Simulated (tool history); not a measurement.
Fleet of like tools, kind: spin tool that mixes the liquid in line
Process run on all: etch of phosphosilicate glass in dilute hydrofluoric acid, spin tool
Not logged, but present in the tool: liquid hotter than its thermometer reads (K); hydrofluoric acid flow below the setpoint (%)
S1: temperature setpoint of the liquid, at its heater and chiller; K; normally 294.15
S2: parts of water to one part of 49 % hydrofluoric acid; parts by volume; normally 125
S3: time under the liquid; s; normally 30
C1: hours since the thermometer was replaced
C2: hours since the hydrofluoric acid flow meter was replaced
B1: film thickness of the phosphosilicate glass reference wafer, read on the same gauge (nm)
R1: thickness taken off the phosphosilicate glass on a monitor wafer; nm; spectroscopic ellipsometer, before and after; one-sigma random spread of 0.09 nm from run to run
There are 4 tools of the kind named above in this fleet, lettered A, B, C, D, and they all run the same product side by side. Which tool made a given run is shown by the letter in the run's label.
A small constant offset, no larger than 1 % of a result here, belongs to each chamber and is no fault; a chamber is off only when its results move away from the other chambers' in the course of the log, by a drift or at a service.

Run 1B, hour 5.7: usual settings; C1 297.6; C2 814.7; B1 49.973. Result: R1 24.162 nm.
At hour 10: chamber B: hydrofluoric acid flow meter replaced.
Run 2C, hour 10.8: usual settings; C1 92.8; C2 176.8; B1 50.011. Result: R1 24.056 nm.
Run 3A, hour 16.1: usual settings; C1 1131.7; C2 199; B1 50.005. Result: R1 24.176 nm.
Run 4D, hour 20.5: usual settings; C1 411.1; C2 1128.1; B1 49.981. Result: R1 24.166 nm.
Run 5D, hour 24.7: usual settings; C1 415.3; C2 1132.3; B1 50.025. Result: R1 24.051 nm.
Run 6A, hour 27.9: usual settings; C1 1143.5; C2 210.8; B1 49.986. Result: R1 24.088 nm.
Run 7C, hour 34.8: usual settings; C1 116.8; C2 200.8; B1 50.005. Result: R1 24.123 nm.
Run 8B, hour 41.5: usual settings; C1 333.4; C2 31.6; B1 50.009. Result: R1 24.347 nm.
Run 9D, hour 47.9: usual settings; C1 438.5; C2 1155.5; B1 49.992. Result: R1 24.189 nm.
Run 10C, hour 54.4: usual settings but S3 15 s; C1 136.4; C2 220.4; B1 49.996. Result: R1 12.089 nm.
Run 11A, hour 60.5: usual settings but S3 15 s; C1 1176.1; C2 243.4; B1 50.002. Result: R1 12.082 nm.
Run 12B, hour 64.2: usual settings but S3 15 s; C1 356.1; C2 54.3; B1 49.989. Result: R1 12.142 nm.
Run 13A, hour 68.5: usual settings but S3 15 s; C1 1184.1; C2 251.4; B1 50.006. Result: R1 12.155 nm.
Run 14B, hour 75.5: usual settings; C1 367.4; C2 65.6; B1 49.997. Result: R1 24.295 nm.
Run 15D, hour 80.2: usual settings; C1 470.8; C2 1187.8; B1 50.011. Result: R1 24.158 nm.
Run 16C, hour 84.7: usual settings; C1 166.7; C2 250.7; B1 49.989. Result: R1 24.214 nm.
Run 17D, hour 88: usual settings; C1 478.6; C2 1195.6; B1 49.986. Result: R1 24.043 nm.
Run 18A, hour 94.2: usual settings; C1 1209.8; C2 277.1; B1 49.993. Result: R1 24.206 nm.
Run 19B, hour 99.1: usual settings but S1 291.65 K, S3 50 s; C1 391; C2 89.2; B1 50.009. Result: R1 36.367 nm.
Run 20C, hour 105.2: usual settings but S1 291.65 K, S3 50 s; C1 187.2; C2 271.2; B1 50.007. Result: R1 36.371 nm.
Run 21D, hour 111.2: usual settings but S1 291.65 K, S3 50 s; C1 501.8; C2 1218.8; B1 49.996. Result: R1 36.333 nm.
Run 22B, hour 118.5: usual settings but S1 291.65 K, S3 50 s; C1 410.4; C2 108.6; B1 50.002. Result: R1 36.677 nm.
Run 23C, hour 125.5: usual settings; C1 207.5; C2 291.5; B1 50.015. Result: R1 24.336 nm.
Run 24A, hour 132.2: usual settings but S1 290.15 K; C1 1247.8; C2 315.1; B1 49.965. Result: R1 20.672 nm.
Run 25B, hour 137.1: usual settings but S1 290.15 K; C1 429; C2 127.2; B1 50.009. Result: R1 20.747 nm.
Run 26C, hour 143: usual settings but S1 290.15 K; C1 225; C2 309; B1 49.999. Result: R1 20.602 nm.
Run 27A, hour 147.2: usual settings but S1 290.15 K; C1 1262.8; C2 330.1; B1 50.011. Result: R1 20.563 nm.
Run 28D, hour 152.8: usual settings; C1 543.4; C2 1260.4; B1 50.019. Result: R1 24.135 nm.
Run 29D, hour 158.3: usual settings; C1 548.9; C2 1265.9; B1 50. Result: R1 24.054 nm.
Run 30B, hour 164.5: usual settings; C1 456.4; C2 154.6; B1 50.01. Result: R1 24.174 nm.
Run 31C, hour 169.9: usual settings but S2 145 parts by volume, S3 40 s; C1 251.9; C2 335.9; B1 50.001. Result: R1 27.265 nm.
Run 32A, hour 174.5: usual settings but S2 145 parts by volume, S3 40 s; C1 1290.1; C2 357.4; B1 50.001. Result: R1 27.275 nm.
Run 33A, hour 180.5: usual settings but S2 145 parts by volume, S3 40 s; C1 1296.1; C2 363.4; B1 50.019. Result: R1 27.341 nm.
Run 34C, hour 185.3: usual settings but S2 145 parts by volume, S3 40 s; C1 267.3; C2 351.3; B1 49.988. Result: R1 27.225 nm.

All 4 chambers run these settings next. Forecast each chamber's results:
Run 35A, hour 190.5: usual settings. Result: R1 ?.
Run 35B, hour 190.5: usual settings. Result: R1 ?.
Run 35C, hour 190.5: usual settings. Result: R1 ?.
Run 35D, hour 190.5: usual settings. Result: R1 ?.

run      R1
35A  24.077
35B  24.298
35C  24.201
35D  24.091

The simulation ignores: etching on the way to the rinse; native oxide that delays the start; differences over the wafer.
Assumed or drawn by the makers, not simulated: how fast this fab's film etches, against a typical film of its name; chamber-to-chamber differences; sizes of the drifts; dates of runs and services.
